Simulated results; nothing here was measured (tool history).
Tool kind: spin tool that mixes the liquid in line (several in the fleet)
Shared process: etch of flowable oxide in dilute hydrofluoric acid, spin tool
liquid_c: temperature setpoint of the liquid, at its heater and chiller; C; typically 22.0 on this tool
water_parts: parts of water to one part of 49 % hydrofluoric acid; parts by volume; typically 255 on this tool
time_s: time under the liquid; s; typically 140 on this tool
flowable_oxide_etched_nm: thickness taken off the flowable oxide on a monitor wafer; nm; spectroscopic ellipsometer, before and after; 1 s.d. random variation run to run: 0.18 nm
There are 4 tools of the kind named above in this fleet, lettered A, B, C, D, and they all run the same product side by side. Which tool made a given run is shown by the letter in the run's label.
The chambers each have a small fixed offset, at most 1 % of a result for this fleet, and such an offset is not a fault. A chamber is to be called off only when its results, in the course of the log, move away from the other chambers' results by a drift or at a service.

| run | hour | liquid_c | water_parts | time_s | hours since the thermometer was replaced | hours since the hydrofluoric acid flow meter was replaced | read-back film thickness of the flowable oxide reference wafer, read on the same gauge (nm) | flowable_oxide_etched_nm |
|---|---|---|---|---|---|---|---|---|
| 1C | 5.0 | 22.0 | 255 | 140 | 288.3 | 995.5 | 29.997 | 19.443 |
| 2B | 9.3 | 22.0 | 255 | 140 | 147.6 | 517.8 | 30.016 | 19.585 |
| 3D | 13.6 | 22.0 | 255 | 140 | 722.6 | 68.7 | 29.983 | 19.523 |
| 4A | 16.8 | 22.0 | 255 | 140 | 1457.8 | 217.0 | 30.015 | 19.384 |
| 5B | 20.8 | 22.0 | 255 | 140 | 159.1 | 529.3 | 30.013 | 19.331 |
| 6A | 24.0 | 22.0 | 255 | 140 | 1465.0 | 224.2 | 30.033 | 19.629 |
| 7C | 27.5 | 17.5 | 135 | 140 | 310.8 | 1018.0 | 29.976 | 34.068 |
| 8D | 33.6 | 17.5 | 135 | 140 | 742.6 | 88.7 | 29.930 | 33.910 |
| 9D | 38.8 | 17.5 | 135 | 140 | 747.8 | 93.9 | 30.048 | 34.247 |
| 10A | 43.5 | 17.5 | 135 | 140 | 1484.5 | 243.7 | 30.042 | 34.317 |
| 11B | 47.5 | 22.0 | 255 | 140 | 185.8 | 556.0 | 30.007 | 19.511 |
| 12C | 50.6 | 25.5 | 255 | 85 | 333.9 | 1041.1 | 30.009 | 13.434 |
| 13A | 57.0 | 25.5 | 255 | 85 | 1498.0 | 257.2 | 29.990 | 13.356 |
| 14C | 61.8 | 25.5 | 255 | 85 | 345.1 | 1052.3 | 29.987 | 13.510 |
| 15D | 65.2 | 25.5 | 255 | 85 | 774.2 | 120.3 | 29.951 | 13.525 |
| 16B | 70.8 | 19.0 | 255 | 140 | 209.1 | 579.3 | 30.003 | 17.275 |
| 17B | 76.6 | 19.0 | 255 | 140 | 214.9 | 585.1 | 29.997 | 17.383 |
| 18A | 81.4 | 19.0 | 255 | 140 | 1522.4 | 281.6 | 30.039 | 17.612 |
| 19D | 86.0 | 19.0 | 255 | 140 | 795.0 | 141.1 | 30.023 | 17.272 |
| 20C | 89.5 | 22.0 | 255 | 140 | 372.8 | 1080.0 | 30.006 | 19.207 |
| 21B | 95.0 | 22.0 | 255 | 140 | 233.3 | 603.5 | 30.034 | 19.234 |
| 22A | 98.4 | 22.0 | 255 | 140 | 1539.4 | 298.6 | 30.019 | 19.229 |
| 23D | 104.4 | 22.0 | 255 | 140 | 813.4 | 159.5 | 29.982 | 19.386 |
| 24C | 110.1 | 22.0 | 140 | 140 | 393.4 | 1100.6 | 29.948 | 38.000 |
| 25A | 115.9 | 22.0 | 140 | 140 | 1556.9 | 316.1 | 29.994 | 39.436 |
| 26D | 121.8 | 22.0 | 140 | 140 | 830.8 | 176.9 | 30.030 | 39.533 |
| 27B | 125.8 | 22.0 | 140 | 140 | 264.1 | 634.3 | 29.998 | 40.371 |
| 28C | 129.2 | 22.0 | 255 | 140 | 412.5 | 1119.7 | 29.991 | 18.612 |
| 29D | 133.3 | 22.0 | 255 | 140 | 842.3 | 188.4 | 29.994 | 19.355 |
| 30C | 139.5 | 22.0 | 255 | 140 | 422.8 | 1130.0 | 30.016 | 18.318 |
| 31A | 144.4 | 22.0 | 255 | 140 | 1585.4 | 344.6 | 30.035 | 19.722 |
| 32B | 149.2 | 22.0 | 255 | 140 | 287.5 | 657.7 | 29.984 | 18.845 |
| 33B | 154.3 | 22.0 | 255 | 140 | 292.6 | 662.8 | 30.011 | 19.179 |
|  | 155.8 | chamber A: thermometer replaced |
| 34D | 160.4 | 22.0 | 255 | 140 | 869.4 | 215.5 | 29.945 | 19.464 |
| 35C | 166.0 | 22.0 | 255 | 140 | 449.3 | 1156.5 | 29.989 | 17.783 |
| 36A | 169.6 | 22.0 | 255 | 140 | 13.9 | 369.8 | 29.993 | 19.358 |
| 37A | 174.5 | 22.0 | 255 | 140 | 18.8 | 374.7 | 30.051 | 19.475 |
| 38B | 177.4 | 22.0 | 255 | 140 | 315.7 | 685.9 | 29.982 | 19.003 |
| 39D | 183.0 | 18.5 | 255 | 140 | 892.0 | 238.1 | 29.968 | 16.881 |
| 40C | 186.1 | 18.5 | 255 | 140 | 469.4 | 1176.6 | 29.990 | 15.425 |
| 41B | 191.9 | 18.5 | 255 | 140 | 330.2 | 700.4 | 29.984 | 16.752 |

For the next run the whole fleet of 4 chambers uses the same settings. Give each chamber's results:
| 42A | 196.5 | 22.0 | 255 | 140 |  |  |  | ? |
| 42B | 196.5 | 22.0 | 255 | 140 |  |  |  | ? |
| 42C | 196.5 | 22.0 | 255 | 140 |  |  |  | ? |
| 42D | 196.5 | 22.0 | 255 | 140 |  |  |  | ? |

| run | flowable_oxide_etched_nm |
|---|---|
| 42A | 19.295 |
| 42B | 19.357 |
| 42C | 17.558 |
| 42D | 19.338 |
